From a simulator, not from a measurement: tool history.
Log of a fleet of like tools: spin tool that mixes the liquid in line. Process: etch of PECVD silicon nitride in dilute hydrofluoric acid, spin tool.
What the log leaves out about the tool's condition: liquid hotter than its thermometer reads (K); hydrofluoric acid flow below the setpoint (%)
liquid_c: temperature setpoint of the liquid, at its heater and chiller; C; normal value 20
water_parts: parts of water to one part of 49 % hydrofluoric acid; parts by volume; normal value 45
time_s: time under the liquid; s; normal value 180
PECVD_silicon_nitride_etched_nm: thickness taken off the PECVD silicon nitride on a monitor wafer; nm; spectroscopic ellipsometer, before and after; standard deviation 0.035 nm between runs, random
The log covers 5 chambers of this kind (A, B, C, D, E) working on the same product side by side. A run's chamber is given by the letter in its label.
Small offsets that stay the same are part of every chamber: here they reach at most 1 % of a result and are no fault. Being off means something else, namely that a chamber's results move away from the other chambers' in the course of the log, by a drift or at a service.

run	hour	liquid_c	water_parts	time_s	hours since the thermometer was replaced	hours since the hydrofluoric acid flow meter was replaced	read-back film thickness of the PECVD silicon nitride reference wafer, read on the same gauge (nm)	PECVD_silicon_nitride_etched_nm
1C	6.4	20	45	180	6.7	450.6	30.004	5.5175
2A	12.3	20	45	180	180	280	30.014	5.487
3B	18.2	20	45	180	745	638.6	29.989	5.4908
4E	25.6	20	45	180	2404	1821.9	30.023	5.5277
5D	32.5	20	45	180	961.3	520.2	29.995	5.4158
6C	41.9	20	45	180	42.2	486.1	30.022	5.5108
7A	51.8	20	45	180	219.5	319.5	30.016	5.4366
8B	57.7	20	45	180	784.5	678.1	30.022	5.566
9D	65	20	45	180	993.8	552.7	30.004	5.3977
10E	75.2	20	45	180	2453.6	1871.5	29.996	5.6075
11A	80.5	20	45	180	248.2	348.2	29.98	5.4315
12E	90.5	20	45	180	2468.9	1886.8	29.978	5.5433
13D	96.8	20	45	180	1025.6	584.5	29.987	5.3728
14C	106.7	20	45	180	107	550.9	30.011	5.4668
15B	115.6	20	45	180	842.4	736	30.009	5.4798
16B	125	23.5	45	180	851.8	745.4	30.017	6.9917
17A	133.4	23.5	45	180	301.1	401.1	30.001	6.9075
18C	141.9	23.5	45	180	142.2	586.1	30.041	7.0257
19E	147.4	23.5	45	180	2525.8	1943.7	30.022	7.0528
20D	152.6	23.5	45	180	1081.4	640.3	30.006	6.8289
21C	158.8	20	45	180	159.1	603	30.022	5.5268
22A	163.8	20	45	280	331.5	431.5	29.974	8.3991
23D	168.3	20	45	280	1097.1	656	29.965	8.2661
24E	178	20	45	280	2556.4	1974.3	30.007	8.6075
# hour 180.1: chamber A: hydrofluoric acid flow meter replaced
25B	183.3	20	45	280	910.1	803.7	30.029	8.6313
26C	191.8	20	45	280	192.1	636	29.98	8.6014
27E	202.1	20	45	180	2580.5	1998.4	29.997	5.5284
28D	210.9	21.5	45	145	1139.7	698.6	30.006	4.6643
29A	217.9	21.5	45	145	385.6	37.9	30.01	4.8356
30B	223	21.5	45	145	949.8	843.4	29.98	4.9635
31A	233.3	21.5	45	145	401	53.3	29.994	4.8822
32B	239.1	21.5	45	145	965.9	859.5	30.014	4.9529

Next, all 5 chambers run the settings below, one line each with question marks for the results. What does each chamber give?
33A	246.6	20	45	180				?
33B	246.6	20	45	180				?
33C	246.6	20	45	180				?
33D	246.6	20	45	180				?
33E	246.6	20	45	180				?

run	PECVD_silicon_nitride_etched_nm
33A	5.4134
33B	5.529
33C	5.5385
33D	5.2166
33E	5.5123

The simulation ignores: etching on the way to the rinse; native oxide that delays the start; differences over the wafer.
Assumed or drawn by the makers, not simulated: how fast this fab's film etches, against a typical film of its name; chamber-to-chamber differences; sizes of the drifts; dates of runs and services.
